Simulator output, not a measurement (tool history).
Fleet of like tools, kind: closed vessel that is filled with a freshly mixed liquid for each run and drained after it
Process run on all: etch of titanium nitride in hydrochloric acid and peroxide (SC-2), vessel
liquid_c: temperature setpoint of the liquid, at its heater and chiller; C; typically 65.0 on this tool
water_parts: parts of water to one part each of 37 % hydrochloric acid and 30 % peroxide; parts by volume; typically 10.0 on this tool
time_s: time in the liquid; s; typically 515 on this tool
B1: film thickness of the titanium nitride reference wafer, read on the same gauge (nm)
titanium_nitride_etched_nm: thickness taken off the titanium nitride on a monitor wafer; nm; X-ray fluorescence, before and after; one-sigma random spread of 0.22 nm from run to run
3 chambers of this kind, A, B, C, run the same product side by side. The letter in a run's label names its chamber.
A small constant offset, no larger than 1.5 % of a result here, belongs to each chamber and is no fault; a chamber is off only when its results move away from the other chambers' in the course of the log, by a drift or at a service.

run 1B hour=4.4 | liquid_c=65.0 water_parts=10.0 time_s=515 | B1=120.00 | titanium_nitride_etched_nm=42.537
run 2A hour=7.3 | liquid_c=65.0 water_parts=10.0 time_s=515 | B1=119.95 | titanium_nitride_etched_nm=43.029
run 3C hour=12.6 | liquid_c=65.0 water_parts=10.0 time_s=515 | B1=120.00 | titanium_nitride_etched_nm=43.076
run 4B hour=16.1 | liquid_c=65.0 water_parts=10.0 time_s=515 | B1=120.04 | titanium_nitride_etched_nm=42.612
run 5C hour=19.9 | liquid_c=65.0 water_parts=10.0 time_s=515 | B1=119.99 | titanium_nitride_etched_nm=43.377
run 6A hour=23.2 | liquid_c=56.5 water_parts=10.0 time_s=735 | B1=120.01 | titanium_nitride_etched_nm=36.737
run 7C hour=29.1 | liquid_c=56.5 water_parts=10.0 time_s=735 | B1=120.00 | titanium_nitride_etched_nm=35.709
run 8B hour=34.0 | liquid_c=56.5 water_parts=10.0 time_s=735 | B1=120.00 | titanium_nitride_etched_nm=35.639
run 9A hour=39.4 | liquid_c=65.0 water_parts=10.0 time_s=515 | B1=120.02 | titanium_nitride_etched_nm=42.962
run 10C hour=45.1 | liquid_c=65.0 water_parts=10.0 time_s=515 | B1=120.02 | titanium_nitride_etched_nm=42.879
run 11A hour=48.5 | liquid_c=65.0 water_parts=10.0 time_s=515 | B1=120.01 | titanium_nitride_etched_nm=42.760
run 12B hour=52.7 | liquid_c=65.0 water_parts=10.0 time_s=515 | B1=119.97 | titanium_nitride_etched_nm=42.440
run 13C hour=56.2 | liquid_c=70.5 water_parts=10.0 time_s=710 | B1=120.00 | titanium_nitride_etched_nm=82.114
run 14B hour=58.9 | liquid_c=70.5 water_parts=10.0 time_s=710 | B1=120.00 | titanium_nitride_etched_nm=82.686
run 15A hour=61.8 | liquid_c=70.5 water_parts=10.0 time_s=710 | B1=120.00 | titanium_nitride_etched_nm=81.925
run 16C hour=64.6 | liquid_c=65.0 water_parts=10.0 time_s=515 | B1=120.00 | titanium_nitride_etched_nm=43.368
run 17B hour=68.6 | liquid_c=65.0 water_parts=10.0 time_s=515 | B1=119.97 | titanium_nitride_etched_nm=42.897
run 18A hour=73.9 | liquid_c=65.0 water_parts=10.0 time_s=515 | B1=120.04 | titanium_nitride_etched_nm=42.541
run 19C hour=79.2 | liquid_c=65.0 water_parts=10.0 time_s=515 | B1=120.06 | titanium_nitride_etched_nm=43.198
run 20B hour=82.2 | liquid_c=65.0 water_parts=10.0 time_s=515 | B1=120.02 | titanium_nitride_etched_nm=43.306
run 21A hour=86.0 | liquid_c=65.0 water_parts=10.0 time_s=515 | B1=119.98 | titanium_nitride_etched_nm=43.032
run 22B hour=88.6 | liquid_c=65.0 water_parts=10.0 time_s=515 | B1=119.97 | titanium_nitride_etched_nm=43.123
run 23C hour=92.2 | liquid_c=65.0 water_parts=10.0 time_s=515 | B1=120.00 | titanium_nitride_etched_nm=43.340
run 24A hour=97.4 | liquid_c=65.0 water_parts=10.0 time_s=515 | B1=120.02 | titanium_nitride_etched_nm=42.911
run 25C hour=102.3 | liquid_c=65.0 water_parts=10.0 time_s=515 | B1=120.03 | titanium_nitride_etched_nm=43.157
run 26A hour=104.9 | liquid_c=65.0 water_parts=10.0 time_s=515 | B1=120.00 | titanium_nitride_etched_nm=42.737
run 27B hour=108.3 | liquid_c=65.0 water_parts=10.0 time_s=515 | B1=120.04 | titanium_nitride_etched_nm=42.881
run 28B hour=111.3 | liquid_c=65.0 water_parts=10.0 time_s=515 | B1=120.04 | titanium_nitride_etched_nm=42.770
run 29A hour=116.7 | liquid_c=65.0 water_parts=10.0 time_s=515 | B1=120.02 | titanium_nitride_etched_nm=43.117
run 30C hour=120.4 | liquid_c=65.0 water_parts=8.0 time_s=295 | B1=119.99 | titanium_nitride_etched_nm=29.432
run 31C hour=126.0 | liquid_c=65.0 water_parts=8.0 time_s=295 | B1=120.00 | titanium_nitride_etched_nm=29.589
run 32B hour=128.7 | liquid_c=65.0 water_parts=8.0 time_s=295 | B1=120.02 | titanium_nitride_etched_nm=29.485
run 33A hour=132.9 | liquid_c=65.0 water_parts=11.5 time_s=380 | B1=120.01 | titanium_nitride_etched_nm=28.193
run 34C hour=138.7 | liquid_c=65.0 water_parts=11.5 time_s=380 | B1=120.03 | titanium_nitride_etched_nm=28.305
run 35A hour=142.2 | liquid_c=65.0 water_parts=11.5 time_s=380 | B1=119.99 | titanium_nitride_etched_nm=28.327
run 36B hour=148.0 | liquid_c=58.5 water_parts=10.0 time_s=695 | B1=120.00 | titanium_nitride_etched_nm=38.065
run 37B hour=153.6 | liquid_c=58.5 water_parts=10.0 time_s=695 | B1=120.00 | titanium_nitride_etched_nm=38.222
run 38C hour=157.5 | liquid_c=58.5 water_parts=10.0 time_s=695 | B1=119.97 | titanium_nitride_etched_nm=38.695
run 39A hour=161.9 | liquid_c=58.5 water_parts=8.0 time_s=515 | B1=119.98 | titanium_nitride_etched_nm=34.648
run 40A hour=166.5 | liquid_c=58.5 water_parts=8.0 time_s=515 | B1=120.00 | titanium_nitride_etched_nm=34.428
run 41C hour=172.1 | liquid_c=58.5 water_parts=8.0 time_s=515 | B1=120.02 | titanium_nitride_etched_nm=34.475

Read the log: is a single chamber off, either drifting away or since a service, is the gauge that measures every chamber drifting, or is nothing wrong beyond small per-chamber offsets? Name any odd chamber and what most likely caused it.

Neither any chamber nor the gauge drifts; the chambers differ only by their own small, steady offsets.

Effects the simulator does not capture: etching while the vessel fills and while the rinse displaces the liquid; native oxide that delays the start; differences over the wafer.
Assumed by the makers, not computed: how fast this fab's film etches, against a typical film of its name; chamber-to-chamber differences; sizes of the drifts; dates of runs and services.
